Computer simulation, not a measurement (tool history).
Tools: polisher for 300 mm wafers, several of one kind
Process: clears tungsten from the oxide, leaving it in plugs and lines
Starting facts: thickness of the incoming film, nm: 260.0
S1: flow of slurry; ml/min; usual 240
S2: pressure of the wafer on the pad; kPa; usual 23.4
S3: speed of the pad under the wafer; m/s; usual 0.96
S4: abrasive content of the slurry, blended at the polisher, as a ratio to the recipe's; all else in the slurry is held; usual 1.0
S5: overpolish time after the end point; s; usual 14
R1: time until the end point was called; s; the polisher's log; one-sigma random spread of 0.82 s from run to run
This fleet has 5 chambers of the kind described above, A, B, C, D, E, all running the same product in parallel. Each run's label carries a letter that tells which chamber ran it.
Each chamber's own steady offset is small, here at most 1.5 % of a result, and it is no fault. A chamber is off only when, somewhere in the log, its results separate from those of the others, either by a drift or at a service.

| run | day | S1 | S2 | S3 | S4 | S5 | R1 |
|---|---|---|---|---|---|---|---|
|  | 0.188 | chamber A: worn pad replaced by a new one |
| 1C | 0.204 | 240 | 23.4 | 0.96 | 1.0 | 14 | 54.524 |
| 2B | 0.517 | 240 | 23.4 | 0.96 | 1.0 | 14 | 56.949 |
| 3A | 0.667 | 240 | 23.4 | 0.96 | 1.0 | 14 | 55.832 |
| 4E | 0.983 | 240 | 23.4 | 0.96 | 1.0 | 14 | 55.592 |
| 5D | 1.183 | 240 | 23.4 | 0.96 | 1.0 | 14 | 54.179 |
| 6C | 1.388 | 240 | 23.4 | 0.96 | 1.0 | 14 | 55.053 |
| 7A | 1.567 | 240 | 23.4 | 0.96 | 1.0 | 14 | 57.392 |
| 8D | 1.879 | 240 | 23.4 | 0.96 | 1.0 | 14 | 55.401 |
| 9B | 2.025 | 240 | 23.4 | 0.96 | 1.0 | 14 | 56.134 |
|  | 2.046 | chamber D: slurry tank refilled with fresh slurry and peroxide |
| 10E | 2.246 | 240 | 23.4 | 0.96 | 1.0 | 14 | 56.075 |
|  | 2.321 | chamber C: slurry tank refilled with fresh slurry and peroxide |
|  | 2.400 | chamber C: slurry blender recalibrated |
|  | 2.467 | chamber B: slurry tank refilled with fresh slurry and peroxide |
| 11C | 2.479 | 240 | 23.4 | 0.96 | 1.0 | 14 | 54.378 |
|  | 2.542 | chamber B: worn pad replaced by a new one |
| 12B | 2.692 | 265 | 23.4 | 0.82 | 1.0 | 14 | 65.577 |
|  | 2.733 | chamber A: slurry tank refilled with fresh slurry and peroxide |
| 13E | 3.008 | 265 | 23.4 | 0.82 | 1.0 | 14 | 64.739 |
| 14A | 3.217 | 265 | 23.4 | 0.82 | 1.0 | 14 | 64.999 |
|  | 3.262 | chamber A: slurry blender recalibrated |
| 15D | 3.442 | 265 | 23.4 | 0.82 | 1.0 | 14 | 64.508 |
|  | 3.450 | chamber D: worn pad replaced by a new one |
|  | 3.488 | chamber B: slurry blender recalibrated |
| 16E | 3.633 | 265 | 23.4 | 0.82 | 1.0 | 14 | 64.527 |
|  | 3.729 | chamber E: slurry tank refilled with fresh slurry and peroxide |
| 17C | 3.917 | 240 | 23.4 | 1.14 | 1.0 | 18 | 47.903 |
|  | 4.208 | chamber C: worn pad replaced by a new one |
| 18B | 4.208 | 240 | 23.4 | 1.14 | 1.0 | 18 | 47.872 |
|  | 4.446 | chamber D: head pressure recalibrated |
| 19A | 4.496 | 240 | 23.4 | 1.14 | 1.0 | 18 | 48.536 |
| 20D | 4.721 | 240 | 23.4 | 1.14 | 1.0 | 18 | 43.203 |
|  | 4.967 | chamber E: slurry blender recalibrated |
| 21A | 4.975 | 240 | 23.4 | 1.14 | 1.0 | 18 | 47.058 |
| 22C | 5.283 | 240 | 23.4 | 0.96 | 0.8 | 14 | 58.412 |
| 23D | 5.604 | 240 | 23.4 | 0.96 | 0.8 | 14 | 52.287 |
| 24E | 5.754 | 240 | 23.4 | 0.96 | 0.8 | 14 | 60.308 |
| 25B | 6.054 | 240 | 23.4 | 0.96 | 0.8 | 14 | 59.838 |
|  | 6.258 | chamber E: worn pad replaced by a new one |
| 26C | 6.283 | 240 | 23.4 | 0.96 | 0.8 | 14 | 58.871 |
|  | 6.292 | chamber D: slurry tank refilled with fresh slurry and peroxide |
|  | 6.350 | chamber D: slurry blender recalibrated |
| 27E | 6.467 | 240 | 23.4 | 0.96 | 1.0 | 14 | 57.006 |
|  | 6.571 | chamber E: slurry nozzle cleaned |
| 28D | 6.662 | 240 | 23.4 | 0.96 | 1.0 | 14 | 49.515 |
| 29A | 6.833 | 240 | 23.4 | 0.96 | 1.0 | 20 | 55.091 |
|  | 6.917 | chamber B: slurry tank refilled with fresh slurry and peroxide |
| 30B | 7.050 | 240 | 23.4 | 0.96 | 1.0 | 20 | 56.481 |
| 31D | 7.321 | 240 | 23.4 | 0.96 | 1.0 | 20 | 51.653 |
| 32C | 7.538 | 240 | 23.4 | 0.96 | 1.0 | 20 | 53.865 |
| 33E | 7.688 | 240 | 23.4 | 0.96 | 1.0 | 20 | 56.208 |
| 34B | 7.883 | 240 | 23.4 | 0.96 | 1.0 | 14 | 56.199 |
| 35A | 8.050 | 240 | 23.4 | 0.96 | 1.0 | 14 | 55.545 |
|  | 8.233 | chamber A: worn pad replaced by a new one |
|  | 8.262 | chamber C: slurry tank refilled with fresh slurry and peroxide |
| 36A | 8.283 | 240 | 23.4 | 0.96 | 1.0 | 14 | 55.523 |
| 37C | 8.442 | 240 | 23.4 | 0.96 | 1.0 | 14 | 55.656 |

One chamber off, gauge drift, or nothing amiss beyond the chambers' own small offsets? If it is a chamber, which one, and what is the likeliest cause?

The work done on chamber D during a service left it standing apart from the others.
Cause: head's pressure above its setpoint, % = 11.

Here are 4 candidates for chamber D's next run, each the usual settings with a change, their results left as question marks. Which one brings its results back in line with what the others give on the usual settings?
In line here means within this much of the mean the other chambers give on the usual settings: R1 2.900 s
| 38D-1 | 8.675 | 245 | 25.5 | 1.06 | 1.00 | 14 | ? |
| 38D-2 | 8.675 | 240 | 22.8 | 0.92 | 1.00 | 14 | ? |
| 38D-3 | 8.675 | 235 | 23.4 | 0.80 | 0.95 | 14 | ? |
| 38D-4 | 8.675 | 240 | 23.4 | 0.96 | 1.40 | 14 | ? |

What the other chambers average on the usual settings: R1 55.806 s
| run | R1 |
|---|---|
| 38D-1 | 41.923 |
| 38D-2 | 54.246 |
| 38D-3 | 61.512 |
| 38D-4 | 46.555 |
It is 38D-2 that realigns the chamber with its peers.
